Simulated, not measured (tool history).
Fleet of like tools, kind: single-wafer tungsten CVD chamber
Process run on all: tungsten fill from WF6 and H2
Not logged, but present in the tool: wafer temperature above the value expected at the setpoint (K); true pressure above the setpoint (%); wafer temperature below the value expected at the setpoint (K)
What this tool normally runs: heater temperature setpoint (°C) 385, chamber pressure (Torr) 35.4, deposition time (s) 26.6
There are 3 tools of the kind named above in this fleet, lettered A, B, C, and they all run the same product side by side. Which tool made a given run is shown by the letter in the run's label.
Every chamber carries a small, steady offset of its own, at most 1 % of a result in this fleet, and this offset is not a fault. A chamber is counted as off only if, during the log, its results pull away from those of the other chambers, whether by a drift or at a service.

run,hour,heater temperature setpoint (°C),chamber pressure (Torr),deposition time (s),hours since the last thermocouple change,hours since the last manometer calibration,"read-back reference wafer on the same gauge, thickness_nm",mean film thickness on the monitor wafer (angstrom)
1A,4.9,385,35.4,26.6,667.8,617.9,73.992,630.85
2C,10.8,385,35.4,26.6,1846.1,1690.2,74.025,625.28
3B,18.9,385,35.4,26.6,2133.7,2324.2,73.994,630.83
4A,25.6,385,35.4,26.6,688.5,638.6,73.978,629.47
5B,29.7,385,35.4,26.6,2144.5,2335,73.987,621.83
6C,36,385,35.4,26.6,1871.3,1715.4,74.067,624.29
7A,40.5,385,35.4,26.6,703.4,653.5,73.954,626.72
8B,46.9,385,35.4,26.6,2161.7,2352.2,74.027,628.55
9C,55.6,385,35.4,26.6,1890.9,1735,74.009,625.6
10A,59.5,385,35.4,26.6,722.4,672.5,73.992,635.89
11C,67.4,385,35.4,26.6,1902.7,1746.8,74.066,625.55
12B,74.1,385,35.4,26.6,2188.9,2379.4,74.098,625.46
13A,82.7,385,35.4,31.7,745.6,695.7,74.005,751.08
# hour 85.4: chamber B: thermocouple changed; heater temperature recalibrated
14C,90.4,385,35.4,31.7,1925.7,1769.8,73.946,741.49
15B,98.2,385,35.4,31.7,12.9,2403.5,73.94,779.18
16A,105.6,385,35.4,26.6,768.5,718.6,74.014,629.68
# hour 110: chamber C: capacitance manometer re-zeroed and calibrated
17C,111,385,35.4,26.6,1946.3,1.1,73.935,626.64
18B,115.5,385,35.4,26.6,30.2,2420.8,74.059,647.37
19A,119.3,385,35.4,26.6,782.2,732.3,73.882,628.89
20B,124.3,385,35.4,26.6,39,2429.6,73.996,654.82
21C,131.7,385,35.4,26.6,1967,21.8,74.076,623.63
22B,136.2,385,35.4,26.6,50.9,2441.5,74.015,656.84
23C,142.4,378,28.9,26.6,1977.7,32.5,73.978,495.97
24A,146.6,378,28.9,26.6,809.5,759.6,73.965,496.93

Decide between three cases: one chamber stands off from its peers, the gauge reading all wafers drifts, or nothing is wrong past each chamber's small offset. Where a chamber is off, say which and what most likely put it there.

A service left chamber B off against the others.
Likeliest cause: wafer temperature above the value expected at the setpoint (K) = 1.88.

Here are 4 candidates for chamber B's next run, each the usual settings with a change, their results left as question marks. Which one brings its results back in line with what the others give on the usual settings?
To be in line, a result may differ from the other chambers' mean on the usual settings by at most: mean film thickness on the monitor wafer (angstrom) 8.7
25B-1,152.8,384,35.1,26.3,,,,?
25B-2,152.8,385,35.4,26.3,,,,?
25B-3,152.8,386,35.7,26.9,,,,?
25B-4,152.8,385,36.4,26.6,,,,?

What the other chambers average on the usual settings: mean film thickness on the monitor wafer (angstrom) 626.94
run,mean film thickness on the monitor wafer (angstrom)
25B-1,629.63
25B-2,644.98
25B-3,675.77
25B-4,660.99
It is 25B-1 that realigns the chamber with its peers.
